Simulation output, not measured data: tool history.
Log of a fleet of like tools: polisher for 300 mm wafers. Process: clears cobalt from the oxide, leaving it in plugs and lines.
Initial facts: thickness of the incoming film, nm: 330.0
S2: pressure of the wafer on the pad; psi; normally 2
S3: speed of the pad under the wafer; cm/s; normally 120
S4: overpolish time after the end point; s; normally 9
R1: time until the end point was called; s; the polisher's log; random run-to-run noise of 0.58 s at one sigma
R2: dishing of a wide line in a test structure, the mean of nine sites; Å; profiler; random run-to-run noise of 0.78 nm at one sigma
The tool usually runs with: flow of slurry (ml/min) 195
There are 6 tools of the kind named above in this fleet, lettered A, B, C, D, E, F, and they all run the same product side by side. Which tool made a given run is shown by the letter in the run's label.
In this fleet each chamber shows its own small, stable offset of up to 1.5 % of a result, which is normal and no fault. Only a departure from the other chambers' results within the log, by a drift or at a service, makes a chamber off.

Run 1A, hour 7.1: usual settings. Result: R1 50.468 s, R2 317.19 Å.
Run 2D, hour 15.0: usual settings. Result: R1 49.585 s, R2 316.67 Å.
At hour 19.9: chamber D: slurry nozzle cleaned.
Run 3C, hour 22.9: usual settings. Result: R1 50.491 s, R2 319.35 Å.
At hour 24.0: chamber A: worn pad replaced by a new one.
Run 4E, hour 29.5: usual settings. Result: R1 50.661 s, R2 326.57 Å.
Run 5B, hour 40.0: usual settings. Result: R1 50.804 s, R2 330.16 Å.
At hour 41.0: chamber C: worn pad replaced by a new one.
At hour 41.4: chamber D: worn pad replaced by a new one.
Run 6F, hour 54.0: usual settings. Result: R1 48.813 s, R2 327.92 Å.
At hour 59.8: chamber B: worn pad replaced by a new one.
Run 7E, hour 60.6: usual settings. Result: R1 50.557 s, R2 334.46 Å.
At hour 69.4: chamber E: worn pad replaced by a new one.
At hour 70.9: chamber F: slurry nozzle cleaned.
Run 8C, hour 72.1: usual settings. Result: R1 50.896 s, R2 319.02 Å.
Run 9F, hour 79.5: usual settings but S4 4 s. Result: R1 49.201 s, R2 202.43 Å.
Run 10D, hour 87.6: usual settings but S4 4 s. Result: R1 50.253 s, R2 197.52 Å.
At hour 92.5: chamber F: worn pad replaced by a new one.
Run 11A, hour 96.3: usual settings but S4 4 s. Result: R1 51.075 s, R2 205.12 Å.
At hour 97.9: chamber A: worn pad replaced by a new one.
Run 12B, hour 110.1: usual settings but S4 4 s. Result: R1 50.885 s, R2 197.51 Å.
At hour 111.9: chamber A: head pressure recalibrated.
Run 13A, hour 119.6: usual settings but S4 4 s. Result: R1 50.784 s, R2 200.39 Å.
Run 14B, hour 129.9: usual settings but S4 4 s. Result: R1 49.319 s, R2 199.43 Å.
Run 15C, hour 137.3: usual settings. Result: R1 50.100 s, R2 319.48 Å.
At hour 138.4: chamber C: worn pad replaced by a new one.
At hour 141.7: chamber B: head pressure recalibrated.
At hour 144.9: chamber B: worn pad replaced by a new one.
Run 16F, hour 151.4: usual settings but flow of slurry (ml/min) 260, S4 5 s. Result: R1 48.107 s, R2 247.29 Å.
Run 17E, hour 158.2: usual settings but flow of slurry (ml/min) 260, S4 5 s. Result: R1 49.268 s, R2 235.90 Å.
At hour 170.6: chamber A: worn pad replaced by a new one.
Run 18D, hour 172.8: usual settings but flow of slurry (ml/min) 260, S4 5 s. Result: R1 48.283 s, R2 238.87 Å.
Run 19D, hour 181.9: usual settings but flow of slurry (ml/min) 260, S4 5 s. Result: R1 48.369 s, R2 237.36 Å.
At hour 191.8: chamber D: worn pad replaced by a new one.
Run 20F, hour 194.4: usual settings but flow of slurry (ml/min) 260, S4 5 s. Result: R1 48.145 s, R2 246.38 Å.
Run 21B, hour 201.0: usual settings but flow of slurry (ml/min) 260, S4 5 s. Result: R1 43.495 s, R2 262.21 Å.
Run 22C, hour 210.7: usual settings. Result: R1 50.497 s, R2 324.58 Å.
At hour 215.9: chamber E: worn pad replaced by a new one.
At hour 216.6: chamber F: worn pad replaced by a new one.
Run 23E, hour 225.0: usual settings. Result: R1 50.553 s, R2 327.38 Å.
At hour 227.0: chamber C: worn pad replaced by a new one.
Run 24A, hour 231.4: usual settings but S3 98 cm/s, S4 4 s. Result: R1 62.659 s, R2 163.52 Å.
At hour 233.5: chamber A: slurry nozzle cleaned.
At hour 235.8: chamber B: worn pad replaced by a new one.
Run 25E, hour 237.9: usual settings but S3 98 cm/s, S4 4 s. Result: R1 62.127 s, R2 168.41 Å.
At hour 247.1: chamber B: slurry nozzle cleaned.
Run 26A, hour 248.0: usual settings but S3 98 cm/s, S4 4 s. Result: R1 62.680 s, R2 174.21 Å.
At hour 249.9: chamber A: worn pad replaced by a new one.
Run 27F, hour 257.6: usual settings but S3 98 cm/s, S4 4 s. Result: R1 60.078 s, R2 172.34 Å.
Run 28B, hour 264.6: usual settings but S3 98 cm/s, S4 4 s. Result: R1 55.238 s, R2 185.94 Å.
Run 29C, hour 276.9: usual settings but S3 98 cm/s, S4 4 s. Result: R1 61.128 s, R2 164.68 Å.
Run 30D, hour 287.6: usual settings but S4 14 s. Result: R1 50.475 s, R2 400.79 Å.
At hour 295.3: chamber C: head pressure recalibrated.
Run 31D, hour 297.4: usual settings but S4 14 s. Result: R1 50.688 s, R2 394.46 Å.
At hour 309.7: chamber C: worn pad replaced by a new one.
Run 32E, hour 310.4: usual settings but S4 14 s. Result: R1 50.126 s, R2 391.28 Å.
At hour 316.7: chamber B: worn pad replaced by a new one.
Run 33B, hour 324.2: usual settings but S4 14 s. Result: R1 45.639 s, R2 427.78 Å.
At hour 332.0: chamber A: worn pad replaced by a new one.
Run 34C, hour 334.1: usual settings but S4 14 s. Result: R1 50.678 s, R2 390.59 Å.
At hour 336.3: chamber D: worn pad replaced by a new one.
At hour 339.6: chamber F: slurry nozzle cleaned.
Run 35A, hour 344.9: usual settings but S4 14 s. Result: R1 50.786 s, R2 388.98 Å.
Run 36F, hour 352.1: usual settings. Result: R1 50.240 s, R2 328.82 Å.
At hour 358.7: chamber E: worn pad replaced by a new one.
At hour 359.1: chamber E: head pressure recalibrated.
Run 37E, hour 362.1: usual settings but flow of slurry (ml/min) 155, S4 13 s. Result: R1 51.282 s, R2 385.16 Å.
Run 38D, hour 373.9: usual settings but flow of slurry (ml/min) 155, S4 13 s. Result: R1 51.771 s, R2 368.77 Å.
Run 39B, hour 384.0: usual settings but flow of slurry (ml/min) 155, S4 13 s. Result: R1 46.295 s, R2 401.18 Å.

Which is it: a chamber that has drifted or been left off by a service, a gauge drift common to all chambers, or only each chamber's usual small offset? If a chamber is off, name it and its likeliest cause.

A service left chamber B off against the others.
Cause: head's pressure above its setpoint, % = 10.5.

Below are 4 candidate recipes for chamber B's next run, each the usual settings with a change, their results shown as question marks. Which of them brings B's results back in line with what the other chambers give on the usual settings?
In line means no further than this from the other chambers' mean on the usual settings: R1 2.000 s; R2 27.00 Å
Run 40B-1, hour 394.5: usual settings but S3 122 cm/s. Result: R1 ?, R2 ?.
Run 40B-2, hour 394.5: usual settings but S2 1.9 psi, S3 114 cm/s. Result: R1 ?, R2 ?.
Run 40B-3, hour 394.5: usual settings but S2 2.1 psi, S3 126 cm/s. Result: R1 ?, R2 ?.
Run 40B-4, hour 394.5: usual settings but S3 118 cm/s. Result: R1 ?, R2 ?.

What the other chambers average on the usual settings: R1 50.234 s; R2 327.27 Å
  run      R1      R2
40B-1  44.952  347.45
40B-2  50.642  328.85
40B-3  41.448  359.55
40B-4  46.473  342.35
It is 40B-2 that realigns the chamber with its peers.

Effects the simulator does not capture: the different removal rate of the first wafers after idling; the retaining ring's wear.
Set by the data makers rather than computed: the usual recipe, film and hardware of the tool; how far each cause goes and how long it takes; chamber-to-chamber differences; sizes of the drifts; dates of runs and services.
